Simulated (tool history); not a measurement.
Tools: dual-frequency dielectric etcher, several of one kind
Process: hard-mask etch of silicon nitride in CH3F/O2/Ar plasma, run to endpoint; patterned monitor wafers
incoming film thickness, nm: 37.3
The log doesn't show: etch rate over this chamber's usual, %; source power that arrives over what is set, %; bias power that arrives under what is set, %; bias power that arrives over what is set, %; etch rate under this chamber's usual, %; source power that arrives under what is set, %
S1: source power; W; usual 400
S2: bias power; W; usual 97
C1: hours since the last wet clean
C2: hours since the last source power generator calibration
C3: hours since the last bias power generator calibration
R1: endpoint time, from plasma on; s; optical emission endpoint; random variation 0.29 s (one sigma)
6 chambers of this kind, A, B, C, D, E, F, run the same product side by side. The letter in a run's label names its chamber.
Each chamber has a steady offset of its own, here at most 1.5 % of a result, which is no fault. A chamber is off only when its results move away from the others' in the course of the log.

| run | hour | S1 | S2 | C1 | C2 | C3 | R1 |
|---|---|---|---|---|---|---|---|
| 1A | 8.7 | 400 | 97 | 262.4 | 2291.7 | 2471.6 | 49.04 |
| 2B | 17.5 | 400 | 97 | 80.3 | 1878.9 | 2060.8 | 49.104 |
| 3C | 27.7 | 400 | 97 | 562 | 722.8 | 233.7 | 48.632 |
| 4E | 34 | 400 | 97 | 244.9 | 1915.2 | 1907.5 | 47.832 |
| 5F | 45.7 | 400 | 97 | 289.2 | 1306.6 | 1159.4 | 48.747 |
| 6D | 53 | 400 | 97 | 425.4 | 2301 | 599.5 | 48.217 |
| 7B | 59.9 | 400 | 97 | 122.7 | 1921.3 | 2103.2 | 48.64 |
| 8E | 66.2 | 400 | 97 | 277.1 | 1947.4 | 1939.7 | 48.005 |
|  | 70.2 | chamber E: source power generator calibrated |
| 9F | 74.8 | 400 | 97 | 318.3 | 1335.7 | 1188.5 | 48.537 |
| 10A | 85.9 | 400 | 97 | 339.6 | 2368.9 | 2548.8 | 49 |
| 11D | 97.2 | 400 | 97 | 469.6 | 2345.2 | 643.7 | 47.902 |
|  | 97.5 | chamber C: wet clean of the chamber |
| 12C | 107.2 | 400 | 97 | 9.8 | 802.3 | 313.2 | 49.337 |
| 13F | 112.9 | 400 | 97 | 356.4 | 1373.8 | 1226.6 | 48.259 |
| 14C | 121.7 | 400 | 97 | 24.3 | 816.8 | 327.7 | 48.49 |
| 15D | 132 | 400 | 97 | 504.4 | 2380 | 678.5 | 47.889 |
| 16A | 142.2 | 400 | 97 | 395.9 | 2425.2 | 2605.1 | 48.991 |
| 17B | 153.6 | 400 | 97 | 216.4 | 2015 | 2196.9 | 47.832 |
| 18E | 160.4 | 400 | 97 | 371.3 | 90.2 | 2033.9 | 47.973 |
| 19E | 171.7 | 400 | 97 | 382.6 | 101.5 | 2045.2 | 47.745 |
| 20C | 184.6 | 400 | 97 | 87.2 | 879.7 | 390.6 | 48.901 |
| 21F | 191.4 | 490 | 81 | 434.9 | 1452.3 | 1305.1 | 48.199 |
| 22D | 203 | 490 | 81 | 575.4 | 2451 | 749.5 | 48.106 |
|  | 206.3 | chamber F: wet clean of the chamber |
| 23B | 210.2 | 490 | 81 | 273 | 2071.6 | 2253.5 | 47.847 |
| 24A | 220.5 | 490 | 81 | 474.2 | 2503.5 | 2683.4 | 48.004 |
|  | 221.6 | chamber B: bias power generator calibrated |
|  | 224.6 | chamber E: wet clean of the chamber |
| 25C | 229.3 | 490 | 81 | 131.9 | 924.4 | 435.3 | 47.694 |
| 26E | 240.2 | 490 | 81 | 15.6 | 170 | 2113.7 | 47.846 |
|  | 240.7 | chamber D: wet clean of the chamber |
| 27A | 246.1 | 400 | 97 | 499.8 | 2529.1 | 2709 | 48.381 |
|  | 252.2 | chamber F: source power generator calibrated |
| 28B | 257.5 | 400 | 97 | 320.3 | 2118.9 | 35.9 | 47.945 |
| 29D | 268.8 | 400 | 97 | 28.1 | 2516.8 | 815.3 | 48.263 |
| 30F | 276.3 | 400 | 97 | 70 | 24.1 | 1390 | 48.104 |
| 31C | 284 | 400 | 97 | 186.6 | 979.1 | 490 | 49.45 |
|  | 290.3 | chamber B: wet clean of the chamber |
| 32B | 291.3 | 400 | 97 | 1.1 | 2152.7 | 69.7 | 48.807 |
| 33E | 298.1 | 400 | 97 | 73.5 | 227.9 | 2171.6 | 48.383 |
| 34D | 306.7 | 400 | 97 | 66 | 2554.7 | 853.2 | 47.601 |
| 35F | 315.8 | 400 | 97 | 109.5 | 63.6 | 1429.5 | 48.786 |
| 36A | 326.6 | 400 | 97 | 580.3 | 2609.6 | 2789.5 | 49.074 |
| 37B | 338.4 | 400 | 97 | 48.2 | 2199.8 | 116.8 | 48.418 |
| 38D | 349.1 | 400 | 97 | 108.4 | 2597.1 | 895.6 | 47.963 |

What goes on in this fleet: one chamber off, a drifting gauge, or nothing beyond the chambers' own small offsets? Name the chamber and the cause, if any.

No chamber stands off beyond its own small offset, and the gauge holds steady.

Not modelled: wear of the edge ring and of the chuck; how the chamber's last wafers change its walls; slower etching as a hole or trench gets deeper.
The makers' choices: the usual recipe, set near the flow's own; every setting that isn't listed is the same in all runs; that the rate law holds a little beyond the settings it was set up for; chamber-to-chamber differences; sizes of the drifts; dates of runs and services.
